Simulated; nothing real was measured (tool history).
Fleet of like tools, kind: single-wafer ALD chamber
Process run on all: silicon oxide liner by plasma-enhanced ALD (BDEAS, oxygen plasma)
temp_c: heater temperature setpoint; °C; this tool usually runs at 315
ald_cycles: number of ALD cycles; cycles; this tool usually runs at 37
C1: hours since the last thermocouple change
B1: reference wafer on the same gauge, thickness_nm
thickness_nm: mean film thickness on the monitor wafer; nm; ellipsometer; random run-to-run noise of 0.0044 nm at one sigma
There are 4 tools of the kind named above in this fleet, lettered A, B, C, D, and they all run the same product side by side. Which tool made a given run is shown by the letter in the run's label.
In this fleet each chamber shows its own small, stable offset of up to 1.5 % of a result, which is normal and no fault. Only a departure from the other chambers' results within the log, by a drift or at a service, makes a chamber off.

run 1B hour=10 | temp_c=315 ald_cycles=37 | C1=1979.5 | B1=3.5601 | thickness_nm=3.3585
run 2D hour=19.8 | temp_c=315 ald_cycles=37 | C1=1859.4 | B1=3.5612 | thickness_nm=3.3715
run 3A hour=27.7 | temp_c=315 ald_cycles=37 | C1=115 | B1=3.562 | thickness_nm=3.4136
run 4C hour=38.4 | temp_c=315 ald_cycles=37 | C1=314.3 | B1=3.5639 | thickness_nm=3.3894
run 5B hour=49.2 | temp_c=315 ald_cycles=37 | C1=2018.7 | B1=3.5631 | thickness_nm=3.3557
run 6D hour=56 | temp_c=315 ald_cycles=37 | C1=1895.6 | B1=3.5652 | thickness_nm=3.3774
run 7C hour=64.9 | temp_c=315 ald_cycles=37 | C1=340.8 | B1=3.5666 | thickness_nm=3.3865
run 8A hour=71 | temp_c=315 ald_cycles=37 | C1=158.3 | B1=3.5663 | thickness_nm=3.418
run 9B hour=76.9 | temp_c=315 ald_cycles=37 | C1=2046.4 | B1=3.5659 | thickness_nm=3.3616
run 10C hour=82.4 | temp_c=315 ald_cycles=37 | C1=358.3 | B1=3.5671 | thickness_nm=3.388
run 11D hour=88.2 | temp_c=315 ald_cycles=37 | C1=1927.8 | B1=3.5679 | thickness_nm=3.3864
run 12A hour=95.7 | temp_c=327 ald_cycles=37 | C1=183 | B1=3.5677 | thickness_nm=3.3581
run 13A hour=106.6 | temp_c=327 ald_cycles=37 | C1=193.9 | B1=3.5703 | thickness_nm=3.368
run 14B hour=111.9 | temp_c=327 ald_cycles=37 | C1=2081.4 | B1=3.5696 | thickness_nm=3.3002
run 15C hour=117.8 | temp_c=327 ald_cycles=37 | C1=393.7 | B1=3.5702 | thickness_nm=3.3332
run 16D hour=126.5 | temp_c=315 ald_cycles=37 | C1=1966.1 | B1=3.5715 | thickness_nm=3.3864
run 17B hour=132.9 | temp_c=322 ald_cycles=37 | C1=2102.4 | B1=3.5716 | thickness_nm=3.3263
run 18A hour=142 | temp_c=322 ald_cycles=37 | C1=229.3 | B1=3.5731 | thickness_nm=3.3895
run 19C hour=148.7 | temp_c=322 ald_cycles=37 | C1=424.6 | B1=3.5732 | thickness_nm=3.3565
run 20D hour=158.4 | temp_c=322 ald_cycles=37 | C1=1998 | B1=3.5758 | thickness_nm=3.3543
run 21D hour=167 | temp_c=315 ald_cycles=37 | C1=2006.6 | B1=3.5739 | thickness_nm=3.397
run 22A hour=172.9 | temp_c=315 ald_cycles=37 | C1=260.2 | B1=3.5763 | thickness_nm=3.4189
run 23C hour=178 | temp_c=315 ald_cycles=37 | C1=453.9 | B1=3.5755 | thickness_nm=3.3945
run 24B hour=187.2 | temp_c=315 ald_cycles=37 | C1=2156.7 | B1=3.5773 | thickness_nm=3.3712
run 25D hour=193.6 | temp_c=315 ald_cycles=37 | C1=2033.2 | B1=3.5778 | thickness_nm=3.3874
run 26B hour=199.1 | temp_c=315 ald_cycles=37 | C1=2168.6 | B1=3.579 | thickness_nm=3.3706
run 27C hour=205.2 | temp_c=315 ald_cycles=37 | C1=481.1 | B1=3.5782 | thickness_nm=3.4051

All chambers now run identical settings, listed one chamber a line with results as question marks. What results will each chamber show?
run 28A hour=213.1 | temp_c=315 ald_cycles=37 | thickness_nm=?
run 28B hour=213.1 | temp_c=315 ald_cycles=37 | thickness_nm=?
run 28C hour=213.1 | temp_c=315 ald_cycles=37 | thickness_nm=?
run 28D hour=213.1 | temp_c=315 ald_cycles=37 | thickness_nm=?

run=28A thickness_nm=3.4286
run=28B thickness_nm=3.3704
run=28C thickness_nm=3.4028
run=28D thickness_nm=3.3946
